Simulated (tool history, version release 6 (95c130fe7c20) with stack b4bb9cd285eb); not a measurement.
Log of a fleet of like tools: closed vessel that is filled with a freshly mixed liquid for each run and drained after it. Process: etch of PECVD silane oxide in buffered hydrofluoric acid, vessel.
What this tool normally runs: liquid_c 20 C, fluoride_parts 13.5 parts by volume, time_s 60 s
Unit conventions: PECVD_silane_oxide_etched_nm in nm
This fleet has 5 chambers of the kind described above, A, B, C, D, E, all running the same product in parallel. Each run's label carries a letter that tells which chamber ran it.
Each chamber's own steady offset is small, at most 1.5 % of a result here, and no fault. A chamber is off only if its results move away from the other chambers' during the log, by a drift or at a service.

run   hour  liquid_c  fluoride_parts  time_s  read-back film thickness of the PECVD silane oxide reference wafer, read on the same gauge (nm)  PECVD_silane_oxide_etched_nm
 1B    6.6        20            13.5      60                                                                                           30.015                        59.391
 2E   13.9        20            13.5      60                                                                                           29.974                        59.322
 3A   19.3        20            13.5      60                                                                                           29.985                         58.93
 4D   24.3        20            13.5      60                                                                                           29.986                        58.935
 5C   34.3        20            13.5      60                                                                                           30.016                        59.362
 6D   43.1        20            13.5      60                                                                                           30.012                        58.634
 7B     50        20            13.5      60                                                                                               30                        59.056
 8A   55.7        20            13.5      60                                                                                           29.999                        59.226
 9E   62.6        20            13.5      60                                                                                           30.008                        59.157
10C   71.6        20            13.5      60                                                                                           30.016                        59.216
11B   76.4        20            13.5      60                                                                                           29.991                        59.589
12C   82.2        20            13.5      60                                                                                           30.028                        59.567
13A   91.6      24.5            13.5      60                                                                                           29.999                        75.331
14E   96.8      24.5            13.5      60                                                                                           29.972                        76.431
15D  104.7      24.5            13.5      60                                                                                            30.02                        74.935
16D  110.2      24.5            13.5      60                                                                                           30.002                        75.377
17A  120.2      24.5            13.5      60                                                                                           30.034                        75.255
18E  126.5        20              15      85                                                                                           29.988                        76.049
19B  136.5        20              15      85                                                                                           30.023                         75.12
20C    145        20              15      85                                                                                            30.03                        75.153
21C  150.6        20              15      85                                                                                           29.994                         75.89
     157.6  -- chamber C: thermometer replaced
22E  158.3        20              15      85                                                                                            29.98                        76.257
23A  166.9        20            13.5      60                                                                                               30                        58.785
24B  174.2        20              16      60                                                                                           29.988                        49.882
25D  181.8        20              16      60                                                                                           30.012                        49.608
26B  186.2        20              16      60                                                                                           29.982                        50.196
     191.5  -- chamber A: hydrofluoric acid flow meter replaced
27A  193.2        20              16      60                                                                                           30.011                        49.843
28E    200        20              16      60                                                                                           30.015                        50.559
29D  205.8        20            13.5      60                                                                                           29.994                        58.399
30C  210.3        20            13.5      60                                                                                           29.967                        59.809
31C  215.2        20            13.5      60                                                                                           29.994                        59.732
32E  220.5        20            13.5      60                                                                                           29.982                        59.489

Next, all 5 chambers run the settings below, one line each with question marks for the results. What does each chamber give?
33A  227.8        20            13.5      75                                                                                                                              ?
33B  227.8        20            13.5      75                                                                                                                              ?
33C  227.8        20            13.5      75                                                                                                                              ?
33D  227.8        20            13.5      75                                                                                                                              ?
33E  227.8        20            13.5      75                                                                                                                              ?

run  PECVD_silane_oxide_etched_nm
33A                        73.537
33B                        74.267
33C                        74.463
33D                        73.808
33E                        73.465

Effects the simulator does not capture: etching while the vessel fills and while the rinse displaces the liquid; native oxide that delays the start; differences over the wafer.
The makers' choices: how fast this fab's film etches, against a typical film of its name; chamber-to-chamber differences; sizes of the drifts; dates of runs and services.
